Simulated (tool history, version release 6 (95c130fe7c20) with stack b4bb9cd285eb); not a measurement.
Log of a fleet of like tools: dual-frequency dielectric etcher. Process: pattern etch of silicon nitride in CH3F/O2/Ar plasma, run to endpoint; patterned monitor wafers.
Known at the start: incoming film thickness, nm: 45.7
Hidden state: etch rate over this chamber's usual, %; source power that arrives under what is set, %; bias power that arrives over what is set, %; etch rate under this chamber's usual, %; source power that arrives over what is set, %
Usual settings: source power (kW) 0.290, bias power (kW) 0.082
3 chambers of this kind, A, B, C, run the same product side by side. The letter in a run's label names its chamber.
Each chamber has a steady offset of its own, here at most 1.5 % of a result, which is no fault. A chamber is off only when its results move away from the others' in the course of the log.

run	hour	source power (kW)	bias power (kW)	hours since the last wet clean	hours since the last source power generator calibration	hours since the last bias power generator calibration	endpoint time (s)
1A	6.4	0.290	0.082	297.1	3025.2	1700.8	71.482
2C	11.5	0.290	0.082	326.2	504.1	1500.9	71.922
3B	15.8	0.290	0.082	306.2	296.6	1513.1	71.997
4C	21.9	0.290	0.082	336.6	514.5	1511.3	71.381
5A	24.8	0.290	0.101	315.5	3043.6	1719.2	65.992
6B	30.4	0.290	0.101	320.8	311.2	1527.7	66.716
7A	35.7	0.290	0.101	326.4	3054.5	1730.1	65.696
8C	41.0	0.290	0.082	355.7	533.6	1530.4	71.889
# hour 41.6: chamber B: bias power generator calibrated
9B	47.5	0.290	0.102	337.9	328.3	5.9	67.577
10A	53.3	0.290	0.102	344.0	3072.1	1747.7	65.273
11C	56.6	0.290	0.102	371.3	549.2	1546.0	66.603
# hour 57.4: chamber A: wet clean of the chamber
12B	62.8	0.290	0.082	353.2	343.6	21.2	72.747
13B	65.9	0.290	0.082	356.3	346.7	24.3	73.368
14C	68.7	0.290	0.082	383.4	561.3	1558.1	71.637
15A	74.6	0.290	0.082	17.3	3093.4	1769.0	71.132
16C	79.1	0.290	0.082	393.8	571.7	1568.5	72.161
17A	84.0	0.290	0.082	26.7	3102.8	1778.4	71.099
18B	89.5	0.290	0.082	379.9	370.3	47.9	74.240
19C	93.3	0.290	0.082	408.0	585.9	1582.7	71.600
20A	96.9	0.290	0.082	39.6	3115.7	1791.3	70.807
21B	101.8	0.290	0.082	392.2	382.6	60.2	73.952
22A	108.0	0.290	0.082	50.7	3126.8	1802.4	71.004
23C	111.9	0.290	0.082	426.6	604.5	1601.3	71.904
24B	115.6	0.290	0.082	406.0	396.4	74.0	74.790
25A	119.4	0.290	0.082	62.1	3138.2	1813.8	71.466
26B	125.0	0.330	0.066	415.4	405.8	83.4	77.206
27C	131.2	0.330	0.066	445.9	623.8	1620.6	73.694
28A	134.7	0.330	0.066	77.4	3153.5	1829.1	72.983
29B	140.6	0.290	0.082	431.0	421.4	99.0	75.029
30C	143.5	0.290	0.082	458.2	636.1	1632.9	71.813
31A	148.3	0.290	0.082	91.0	3167.1	1842.7	71.782

All 3 chambers run these settings next. Forecast each chamber's results:
32A	153.0	0.290	0.082				?
32B	153.0	0.290	0.082				?
32C	153.0	0.290	0.082				?

run	endpoint time (s)
32A	71.061
32B	75.317
32C	71.830

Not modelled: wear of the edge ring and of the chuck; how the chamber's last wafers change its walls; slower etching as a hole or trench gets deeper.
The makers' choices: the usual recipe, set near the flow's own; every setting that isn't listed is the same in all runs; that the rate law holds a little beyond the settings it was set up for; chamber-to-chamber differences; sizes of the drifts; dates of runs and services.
